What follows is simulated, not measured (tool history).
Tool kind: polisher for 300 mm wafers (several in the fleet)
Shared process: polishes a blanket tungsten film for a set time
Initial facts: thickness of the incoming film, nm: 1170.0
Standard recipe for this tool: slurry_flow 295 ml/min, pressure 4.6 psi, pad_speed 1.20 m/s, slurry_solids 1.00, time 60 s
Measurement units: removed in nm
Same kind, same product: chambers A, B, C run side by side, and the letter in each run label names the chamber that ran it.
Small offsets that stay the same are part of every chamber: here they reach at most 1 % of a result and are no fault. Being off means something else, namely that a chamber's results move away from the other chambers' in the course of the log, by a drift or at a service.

run	hour	slurry_flow	pressure	pad_speed	slurry_solids	time	wafers polished on this pad	hours since the slurry nozzle was cleaned	hours since the head pressure was calibrated	hours since the slurry blender was calibrated	hours since the slurry got fresh peroxide	removed
# hour 4.5: chamber C: worn pad replaced by a new one
# hour 12.0: chamber B: worn pad replaced by a new one
1A	12.6	295	4.6	1.20	1.00	60	461	188.2	492.5	389.4	132.9	387.16
2C	24.0	295	4.6	1.20	1.00	60	296	298.4	326.3	59.8	107.5	388.73
3B	36.1	295	4.6	1.20	1.00	60	365	443.3	276.4	249.8	51.9	387.82
# hour 39.3: chamber A: slurry tank refilled with fresh slurry and peroxide
4B	47.1	295	4.6	1.20	1.00	60	531	454.3	287.4	260.8	62.9	385.13
5A	54.8	295	5.9	1.20	0.85	60	1099	230.4	534.7	431.6	15.6	465.19
# hour 56.5: chamber A: worn pad replaced by a new one
6C	67.4	295	5.9	1.20	0.85	60	952	341.8	369.7	103.2	150.9	475.46
# hour 69.5: chamber C: slurry tank refilled with fresh slurry and peroxide
# hour 78.6: chamber C: worn pad replaced by a new one
7C	79.0	295	5.9	1.20	0.85	60	6	353.4	381.3	114.8	9.5	480.71
8A	87.8	295	4.6	1.20	1.00	60	473	263.4	567.7	464.6	48.6	382.68
# hour 90.7: chamber C: slurry blender recalibrated
# hour 91.6: chamber C: slurry nozzle cleaned
9B	97.5	295	4.6	1.20	1.00	60	1293	504.7	337.8	311.2	113.3	381.41
# hour 102.0: chamber B: worn pad replaced by a new one
# hour 103.7: chamber A: slurry blender recalibrated
10A	103.8	295	4.6	1.20	1.00	60	715	279.4	583.7	0.1	64.6	391.13
11B	111.9	295	4.6	1.20	1.00	60	150	519.1	352.2	325.6	127.7	382.46
12C	118.0	295	4.6	1.20	1.00	60	596	26.5	420.3	27.3	48.5	402.23
# hour 124.6: chamber A: worn pad replaced by a new one
13A	130.5	295	4.6	1.20	1.00	60	89	306.1	610.4	26.8	91.3	380.79
# hour 135.3: chamber B: slurry tank refilled with fresh slurry and peroxide
14C	139.8	295	4.6	0.98	1.00	60	925	48.3	442.1	49.1	70.3	328.91
15B	151.5	295	4.6	0.98	1.00	60	749	558.7	391.8	365.2	16.3	315.73
16C	157.5	295	4.6	0.98	1.00	60	1193	66.0	459.8	66.8	88.0	327.15
# hour 160.9: chamber C: worn pad replaced by a new one
17B	163.4	295	4.6	1.20	1.00	40	929	570.6	403.7	377.1	28.2	255.96
# hour 165.6: chamber A: slurry nozzle cleaned
18A	172.9	295	4.6	1.20	1.00	40	730	7.3	652.8	69.2	133.7	255.12
19C	180.5	295	4.6	1.20	1.00	40	297	89.0	482.8	89.8	111.0	269.44
20A	188.5	345	4.6	1.20	1.00	77	966	22.9	668.4	84.8	149.3	505.50
# hour 191.3: chamber B: worn pad replaced by a new one
# hour 196.8: chamber A: worn pad replaced by a new one
# hour 199.7: chamber B: slurry blender recalibrated
21B	201.4	345	4.6	1.20	1.00	77	154	608.6	441.7	1.8	66.2	513.26
# hour 203.5: chamber A: slurry tank refilled with fresh slurry and peroxide
22A	213.5	345	4.6	1.20	1.00	77	252	47.9	693.4	109.8	10.1	508.00
23B	219.6	295	4.6	1.20	1.00	60	429	626.8	459.9	20.0	84.4	385.13
24C	228.1	295	4.6	1.20	1.00	60	1017	136.6	530.4	137.4	158.6	413.20
# hour 232.5: chamber C: slurry tank refilled with fresh slurry and peroxide
# hour 233.6: chamber C: worn pad replaced by a new one
# hour 235.1: chamber C: slurry blender recalibrated
25C	239.3	295	4.6	1.20	1.00	60	86	147.8	541.6	4.3	6.9	419.41
26B	246.0	295	4.6	1.20	1.00	60	828	653.2	486.3	46.4	110.8	394.59
27A	252.0	295	4.6	1.20	1.00	60	834	86.4	731.9	148.3	48.6	387.43
28C	260.3	295	4.6	1.20	1.00	60	403	168.8	562.6	25.3	27.9	416.34
# hour 267.3: chamber A: worn pad replaced by a new one
29A	267.8	295	4.6	1.20	1.00	60	7	102.2	747.7	164.1	64.4	381.02
# hour 278.3: chamber B: worn pad replaced by a new one
30B	280.8	295	4.6	1.20	1.00	60	38	688.0	521.1	81.2	145.6	389.64
31C	293.5	295	4.6	1.20	1.00	60	906	202.0	595.8	58.5	61.1	422.86

All 3 chambers run these settings next. Forecast each chamber's results:
32A	303.2	295	4.6	1.20	1.00	60						?
32B	303.2	295	4.6	1.20	1.00	60						?
32C	303.2	295	4.6	1.20	1.00	60						?

run	removed
32A	386.56
32B	387.31
32C	425.01
